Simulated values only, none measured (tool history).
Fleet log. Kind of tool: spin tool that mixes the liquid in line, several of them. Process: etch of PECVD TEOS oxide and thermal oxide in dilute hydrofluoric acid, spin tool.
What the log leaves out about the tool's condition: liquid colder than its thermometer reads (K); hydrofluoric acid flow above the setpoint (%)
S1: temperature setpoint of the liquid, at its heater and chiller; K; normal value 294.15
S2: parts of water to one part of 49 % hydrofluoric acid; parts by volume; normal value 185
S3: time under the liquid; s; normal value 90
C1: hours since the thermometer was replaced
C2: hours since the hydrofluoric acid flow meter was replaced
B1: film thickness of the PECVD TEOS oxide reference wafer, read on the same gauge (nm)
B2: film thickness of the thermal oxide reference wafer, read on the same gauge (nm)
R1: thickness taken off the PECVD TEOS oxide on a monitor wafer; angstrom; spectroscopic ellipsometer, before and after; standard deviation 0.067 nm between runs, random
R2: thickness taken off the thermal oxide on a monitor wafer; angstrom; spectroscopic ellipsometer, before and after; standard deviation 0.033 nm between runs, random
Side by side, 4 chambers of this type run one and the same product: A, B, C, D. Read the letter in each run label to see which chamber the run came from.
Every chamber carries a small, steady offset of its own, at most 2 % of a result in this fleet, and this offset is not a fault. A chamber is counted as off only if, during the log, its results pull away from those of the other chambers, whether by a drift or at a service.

Run 1A, day 0.171: usual settings; C1 535.7; C2 1206.4; B1 50.008; B2 29.990. Result: R1 74.526 angstrom, R2 17.774 angstrom.
Run 2D, day 0.400: usual settings; C1 1769.1; C2 11.0; B1 49.996; B2 29.988. Result: R1 76.232 angstrom, R2 18.273 angstrom.
Run 3B, day 0.567: usual settings; C1 786.0; C2 27.8; B1 50.004; B2 29.995. Result: R1 76.995 angstrom, R2 18.490 angstrom.
Run 4C, day 0.675: usual settings; C1 407.9; C2 243.4; B1 49.997; B2 29.997. Result: R1 75.186 angstrom, R2 17.409 angstrom.
Run 5A, day 0.850: usual settings; C1 552.0; C2 1222.7; B1 50.011; B2 29.975. Result: R1 76.663 angstrom, R2 17.612 angstrom.
Run 6B, day 1.071: usual settings; C1 798.1; C2 39.9; B1 50.004; B2 30.007. Result: R1 75.185 angstrom, R2 17.512 angstrom.
Run 7D, day 1.225: usual settings but S2 135 parts by volume, S3 140 s; C1 1788.9; C2 30.8; B1 49.992; B2 29.996. Result: R1 171.460 angstrom, R2 39.868 angstrom.
Run 8C, day 1.379: usual settings but S2 135 parts by volume, S3 140 s; C1 424.8; C2 260.3; B1 49.975; B2 29.995. Result: R1 167.120 angstrom, R2 39.414 angstrom.
Run 9D, day 1.571: usual settings but S2 135 parts by volume, S3 140 s; C1 1797.2; C2 39.1; B1 50.006; B2 29.997. Result: R1 170.230 angstrom, R2 40.482 angstrom.
Run 10B, day 1.796: usual settings but S2 135 parts by volume, S3 140 s; C1 815.5; C2 57.3; B1 49.992; B2 30.012. Result: R1 171.920 angstrom, R2 38.395 angstrom.
Run 11C, day 2.004: usual settings; C1 439.8; C2 275.3; B1 49.992; B2 29.997. Result: R1 75.494 angstrom, R2 17.719 angstrom.
Run 12A, day 2.229: usual settings; C1 585.1; C2 1255.8; B1 50.006; B2 30.013. Result: R1 75.879 angstrom, R2 17.869 angstrom.
Run 13C, day 2.396: usual settings; C1 449.2; C2 284.7; B1 50.000; B2 30.003. Result: R1 75.347 angstrom, R2 17.810 angstrom.
Run 14A, day 2.521: usual settings; C1 592.1; C2 1262.8; B1 50.010; B2 29.988. Result: R1 75.385 angstrom, R2 17.973 angstrom.
Run 15D, day 2.642: usual settings; C1 1822.9; C2 64.8; B1 50.012; B2 30.009. Result: R1 75.594 angstrom, R2 18.446 angstrom.
Run 16B, day 2.862: usual settings; C1 841.1; C2 82.9; B1 50.012; B2 29.984. Result: R1 75.980 angstrom, R2 18.077 angstrom.
Run 17A, day 3.042: usual settings; C1 604.6; C2 1275.3; B1 49.998; B2 29.996. Result: R1 75.164 angstrom, R2 18.243 angstrom.
Run 18C, day 3.246: usual settings but S2 260 parts by volume; C1 469.6; C2 305.1; B1 49.994; B2 30.000. Result: R1 49.620 angstrom, R2 11.468 angstrom.
At day 3.275: chamber A: thermometer replaced.
Run 19B, day 3.446: usual settings but S2 260 parts by volume; C1 855.1; C2 96.9; B1 50.009; B2 29.983. Result: R1 49.418 angstrom, R2 11.674 angstrom.
Run 20D, day 3.667: usual settings but S2 260 parts by volume; C1 1847.5; C2 89.4; B1 49.999; B2 30.002. Result: R1 50.044 angstrom, R2 11.724 angstrom.
Run 21A, day 3.792: usual settings but S2 260 parts by volume; C1 12.5; C2 1293.3; B1 50.013; B2 29.994. Result: R1 50.635 angstrom, R2 11.870 angstrom.
Run 22C, day 3.908: usual settings; C1 485.5; C2 321.0; B1 49.986; B2 30.006. Result: R1 74.578 angstrom, R2 17.495 angstrom.
Run 23B, day 4.058: usual settings; C1 869.8; C2 111.6; B1 50.003; B2 29.984. Result: R1 76.392 angstrom, R2 17.561 angstrom.
Run 24D, day 4.171: usual settings; C1 1859.6; C2 101.5; B1 49.978; B2 30.000. Result: R1 75.830 angstrom, R2 18.258 angstrom.
Run 25B, day 4.333: usual settings; C1 876.4; C2 118.2; B1 49.997; B2 30.008. Result: R1 75.226 angstrom, R2 18.451 angstrom.
Run 26C, day 4.488: usual settings; C1 499.4; C2 334.9; B1 49.997; B2 29.987. Result: R1 75.705 angstrom, R2 17.564 angstrom.
Run 27A, day 4.592: usual settings; C1 31.7; C2 1312.5; B1 50.010; B2 30.003. Result: R1 77.185 angstrom, R2 18.109 angstrom.
Run 28D, day 4.696: usual settings; C1 1872.2; C2 114.1; B1 50.006; B2 29.979. Result: R1 75.813 angstrom, R2 17.274 angstrom.
Run 29B, day 4.846: usual settings; C1 888.7; C2 130.5; B1 49.994; B2 29.994. Result: R1 76.320 angstrom, R2 17.992 angstrom.
Run 30A, day 4.958: usual settings; C1 40.5; C2 1321.3; B1 50.010; B2 30.000. Result: R1 76.887 angstrom, R2 17.532 angstrom.
Run 31D, day 5.058: usual settings but S1 292.65 K, S3 110 s; C1 1880.9; C2 122.8; B1 50.004; B2 30.001. Result: R1 86.736 angstrom, R2 20.518 angstrom.
Run 32C, day 5.238: usual settings but S1 292.65 K, S3 110 s; C1 517.4; C2 352.9; B1 49.997; B2 29.996. Result: R1 86.246 angstrom, R2 20.620 angstrom.
Run 33D, day 5.446: usual settings but S1 292.65 K, S3 110 s; C1 1890.2; C2 132.1; B1 49.991; B2 30.009. Result: R1 88.308 angstrom, R2 20.479 angstrom.
Run 34B, day 5.646: usual settings but S1 292.65 K, S3 110 s; C1 907.9; C2 149.7; B1 50.001; B2 30.004. Result: R1 88.547 angstrom, R2 20.625 angstrom.
Run 35C, day 5.812: usual settings; C1 531.2; C2 366.7; B1 50.021; B2 30.000. Result: R1 74.635 angstrom, R2 17.864 angstrom.
Run 36A, day 5.988: usual settings; C1 65.2; C2 1346.0; B1 50.012; B2 29.995. Result: R1 76.636 angstrom, R2 18.442 angstrom.
Run 37A, day 6.162: usual settings; C1 69.4; C2 1350.2; B1 49.988; B2 30.004. Result: R1 75.644 angstrom, R2 18.270 angstrom.
Run 38D, day 6.367: usual settings; C1 1912.3; C2 154.2; B1 50.001; B2 29.981. Result: R1 75.205 angstrom, R2 18.548 angstrom.
Run 39C, day 6.538: usual settings; C1 548.6; C2 384.1; B1 50.002; B2 29.993. Result: R1 75.837 angstrom, R2 17.700 angstrom.
Run 40B, day 6.738: usual settings; C1 934.1; C2 175.9; B1 50.001; B2 30.003. Result: R1 77.514 angstrom, R2 17.703 angstrom.
Run 41B, day 6.854: usual settings; C1 936.9; C2 178.7; B1 49.995; B2 29.997. Result: R1 76.023 angstrom, R2 17.979 angstrom.
Run 42C, day 7.050: usual settings but S1 298.65 K, S2 115 parts by volume; C1 560.9; C2 396.4; B1 50.002; B2 29.993. Result: R1 159.230 angstrom, R2 37.067 angstrom.
Run 43A, day 7.183: usual settings but S1 298.65 K, S2 115 parts by volume; C1 93.9; C2 1374.7; B1 49.991; B2 29.993. Result: R1 157.200 angstrom, R2 37.335 angstrom.

For the next run the whole fleet of 4 chambers uses the same settings. Give each chamber's results:
Run 44A, day 7.346: usual settings but S1 291.65 K. Result: R1 ?, R2 ?.
Run 44B, day 7.346: usual settings but S1 291.65 K. Result: R1 ?, R2 ?.
Run 44C, day 7.346: usual settings but S1 291.65 K. Result: R1 ?, R2 ?.
Run 44D, day 7.346: usual settings but S1 291.65 K. Result: R1 ?, R2 ?.

run      R1      R2
44A  67.916  15.902
44B  69.263  15.795
44C  67.155  16.059
44D  68.691  16.132

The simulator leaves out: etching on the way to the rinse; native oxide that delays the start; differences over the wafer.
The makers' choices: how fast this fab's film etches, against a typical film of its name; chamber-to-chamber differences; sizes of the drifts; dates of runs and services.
